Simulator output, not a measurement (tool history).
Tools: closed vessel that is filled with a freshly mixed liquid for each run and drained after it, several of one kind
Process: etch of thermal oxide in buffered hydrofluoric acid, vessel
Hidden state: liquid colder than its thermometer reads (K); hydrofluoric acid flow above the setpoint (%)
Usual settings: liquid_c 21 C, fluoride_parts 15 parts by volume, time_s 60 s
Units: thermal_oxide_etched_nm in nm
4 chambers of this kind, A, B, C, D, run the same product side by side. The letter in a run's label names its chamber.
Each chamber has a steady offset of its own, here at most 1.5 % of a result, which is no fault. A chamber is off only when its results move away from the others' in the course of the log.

| run | hour | liquid_c | fluoride_parts | time_s | hours since the thermometer was replaced | hours since the hydrofluoric acid flow meter was replaced | read-back film thickness of the thermal oxide reference wafer, read on the same gauge (nm) | thermal_oxide_etched_nm |
|---|---|---|---|---|---|---|---|---|
| 1C | 7.2 | 21 | 15 | 60 | 42.4 | 516.5 | 30.011 | 40.457 |
| 2D | 13.5 | 21 | 15 | 60 | 151.6 | 1951.2 | 30.004 | 40.445 |
| 3A | 18.8 | 21 | 15 | 60 | 609.6 | 194.7 | 29.988 | 40.292 |
| 4B | 28.1 | 21 | 15 | 60 | 2143.4 | 638.4 | 30.011 | 40.043 |
| 5C | 32.6 | 21 | 15 | 60 | 67.8 | 541.9 | 30.001 | 40.744 |
| 6D | 37.5 | 21 | 15 | 60 | 175.6 | 1975.2 | 29.973 | 40.758 |
| 7A | 45.2 | 21 | 15 | 60 | 636 | 221.1 | 29.999 | 40.368 |
| 8B | 52.7 | 21 | 15 | 60 | 2168 | 663 | 30.003 | 39.926 |
|  | 54 | chamber D: hydrofluoric acid flow meter replaced |
| 9C | 57.7 | 21 | 15 | 60 | 92.9 | 567 | 30.022 | 40.41 |
| 10B | 64 | 21 | 15 | 60 | 2179.3 | 674.3 | 29.993 | 39.974 |
| 11A | 68.7 | 21 | 15 | 60 | 659.5 | 244.6 | 30.005 | 40.205 |
| 12D | 73.2 | 21 | 15 | 60 | 211.3 | 19.2 | 30.003 | 40.31 |
| 13D | 78.1 | 21 | 15 | 60 | 216.2 | 24.1 | 29.992 | 40.563 |
| 14A | 82.5 | 21 | 15 | 60 | 673.3 | 258.4 | 30.003 | 40.3 |
| 15C | 88.4 | 21 | 15 | 60 | 123.6 | 597.7 | 30.007 | 40.367 |
| 16B | 97.4 | 21 | 15 | 60 | 2212.7 | 707.7 | 29.985 | 39.834 |
| 17C | 102.5 | 21 | 15 | 60 | 137.7 | 611.8 | 30 | 40.57 |
|  | 105.2 | chamber A: thermometer replaced |
| 18A | 107.7 | 21 | 15 | 60 | 2.5 | 283.6 | 29.977 | 40.264 |
| 19B | 114.1 | 21 | 15 | 60 | 2229.4 | 724.4 | 29.998 | 39.949 |
| 20D | 119.6 | 21 | 15 | 60 | 257.7 | 65.6 | 30.003 | 40.544 |
| 21A | 127.4 | 21 | 15 | 60 | 22.2 | 303.3 | 29.991 | 40.518 |
| 22B | 136.3 | 17.5 | 15 | 60 | 2251.6 | 746.6 | 29.997 | 33.027 |
| 23D | 142.7 | 17.5 | 15 | 60 | 280.8 | 88.7 | 30.025 | 33.277 |
| 24C | 152.6 | 17.5 | 15 | 60 | 187.8 | 661.9 | 29.983 | 33.118 |
| 25C | 162.5 | 17.5 | 15 | 60 | 197.7 | 671.8 | 29.991 | 32.849 |
| 26B | 172.4 | 21 | 15 | 60 | 2287.7 | 782.7 | 30.002 | 40.035 |
| 27A | 180.9 | 21 | 15 | 60 | 75.7 | 356.8 | 30.001 | 40.359 |
| 28D | 187.5 | 17 | 12 | 60 | 325.6 | 133.5 | 29.964 | 40.4 |
| 29C | 195.1 | 17 | 12 | 60 | 230.3 | 704.4 | 29.989 | 39.67 |
| 30D | 200.4 | 17 | 12 | 60 | 338.5 | 146.4 | 30.001 | 40.439 |
| 31A | 207.2 | 17 | 12 | 60 | 102 | 383.1 | 30.021 | 40.146 |
| 32B | 215.8 | 21 | 15 | 60 | 2331.1 | 826.1 | 30.024 | 40.022 |
| 33A | 220.6 | 21 | 15 | 60 | 115.4 | 396.5 | 30.019 | 40.52 |
| 34B | 226.2 | 21 | 15 | 60 | 2341.5 | 836.5 | 30.019 | 39.935 |
| 35D | 232 | 21 | 15 | 60 | 370.1 | 178 | 30.031 | 40.648 |
| 36C | 236.5 | 21 | 15 | 60 | 271.7 | 745.8 | 29.993 | 40.484 |

Is one chamber off against the others, does the gauge drift, or is nothing wrong? If a chamber is off, say which, and what the likeliest cause is.

No chamber stands off beyond its own small offset, and the gauge holds steady.
